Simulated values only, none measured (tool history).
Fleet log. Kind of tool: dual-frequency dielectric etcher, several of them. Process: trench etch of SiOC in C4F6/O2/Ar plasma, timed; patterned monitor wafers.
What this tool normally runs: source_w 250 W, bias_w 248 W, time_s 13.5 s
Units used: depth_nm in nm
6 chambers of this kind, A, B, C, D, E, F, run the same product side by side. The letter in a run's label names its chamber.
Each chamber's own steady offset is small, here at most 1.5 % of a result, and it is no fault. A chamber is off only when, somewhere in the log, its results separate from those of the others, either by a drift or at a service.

run,hour,source_w,bias_w,time_s,hours since the last wet clean,hours since the last source power generator calibration,hours since the last bias power generator calibration,"read-back reference wafer on the same gauge, depth_nm",depth_nm
1B,5.5,250,248,13.5,117.9,1320.9,1092.6,22.200,26.272
2D,12.6,250,248,13.5,229.7,598.3,1472.7,22.199,26.027
3C,24.6,250,248,13.5,330.9,500.8,499.4,22.193,26.317
4E,33.5,250,248,13.5,264.8,1951.1,2318.4,22.190,26.141
5F,43.0,250,248,13.5,315.8,99.2,201.9,22.183,25.834
6A,51.2,250,248,13.5,392.4,1013.5,2246.2,22.190,26.221
7B,61.9,250,248,13.5,174.3,1377.3,1149.0,22.178,26.250
8F,69.7,250,248,13.5,342.5,125.9,228.6,22.177,25.703
9A,75.9,250,248,13.5,417.1,1038.2,2270.9,22.178,26.057
10C,85.5,250,248,13.5,391.8,561.7,560.3,22.177,26.208
11D,94.2,250,248,13.5,311.3,679.9,1554.3,22.165,26.045
12E,100.3,300,248,15.0,331.6,2017.9,2385.2,22.174,31.116
# hour 102.4: chamber A: wet clean of the chamber
13C,109.6,300,248,15.0,415.9,585.8,584.4,22.155,31.270
14E,115.9,300,248,15.0,347.2,2033.5,2400.8,22.163,31.060
15A,126.4,300,248,15.0,24.1,1088.7,2321.4,22.152,31.203
16B,137.6,300,248,15.0,250.0,1453.0,1224.7,22.156,31.226
17D,147.1,300,248,15.0,364.2,732.8,1607.2,22.155,31.070
18F,155.7,250,248,13.5,428.5,211.9,314.6,22.158,25.751
19E,167.1,250,248,13.5,398.4,2084.7,2452.0,22.141,26.047
20A,175.4,250,248,13.5,73.1,1137.7,2370.4,22.144,26.146
# hour 175.5: chamber E: source power generator calibrated
21D,180.8,210,248,17.0,397.9,766.5,1640.9,22.136,30.710
22F,188.6,210,248,17.0,461.4,244.8,347.5,22.146,30.373
23B,197.8,210,248,17.0,310.2,1513.2,1284.9,22.138,30.948
24C,204.7,210,248,17.0,511.0,680.9,679.5,22.136,30.912
25C,215.2,210,248,17.0,521.5,691.4,690.0,22.132,30.960
26D,225.6,210,248,17.0,442.7,811.3,1685.7,22.134,30.637
27E,232.8,250,248,13.5,464.1,57.3,2517.7,22.130,26.045
28F,243.8,250,248,13.5,516.6,300.0,402.7,22.126,25.694
29B,254.2,250,248,13.5,366.6,1569.6,1341.3,22.119,26.183
# hour 256.4: chamber D: bias power generator calibrated
# hour 259.3: chamber F: wet clean of the chamber
30A,264.3,250,248,13.5,162.0,1226.6,2459.3,22.106,26.021
31E,274.1,250,248,13.5,505.4,98.6,2559.0,22.110,26.030
32F,282.6,250,248,13.5,23.4,338.8,441.5,22.103,25.658
33D,290.6,250,248,13.5,507.7,876.3,34.2,22.103,26.038
34A,296.8,250,248,13.5,194.5,1259.1,2491.8,22.100,26.137
35C,307.6,250,248,13.5,613.9,783.8,782.4,22.108,26.198
36B,319.6,250,248,13.5,432.0,1635.0,1406.7,22.100,26.117
37A,327.0,250,248,13.5,224.7,1289.3,2522.0,22.102,26.031
38D,337.9,250,248,13.5,555.0,923.6,81.5,22.095,25.958
# hour 339.7: chamber C: wet clean of the chamber
39E,346.5,250,248,13.5,577.8,171.0,2631.4,22.090,25.974
40C,357.9,250,248,13.5,18.3,834.1,832.7,22.079,26.159
# hour 363.0: chamber D: wet clean of the chamber
41F,366.5,250,248,13.5,107.3,422.7,525.4,22.079,25.743
42B,372.1,250,248,13.5,484.5,1687.5,1459.2,22.082,26.127
43D,383.4,250,193,10.0,20.4,969.1,127.0,22.082,17.645
44F,394.5,250,193,10.0,135.3,450.7,553.4,22.080,17.419

Has any chamber moved away from the others, gradually or after a service, or does the common gauge drift, or do the chambers differ only by their own small steady offsets? State the chamber and the most likely cause if one applies.

None of the chambers is off. What moves is the gauge, dragging all their readings along together.
What lies behind it: gauge reads low (%) = 0.592.

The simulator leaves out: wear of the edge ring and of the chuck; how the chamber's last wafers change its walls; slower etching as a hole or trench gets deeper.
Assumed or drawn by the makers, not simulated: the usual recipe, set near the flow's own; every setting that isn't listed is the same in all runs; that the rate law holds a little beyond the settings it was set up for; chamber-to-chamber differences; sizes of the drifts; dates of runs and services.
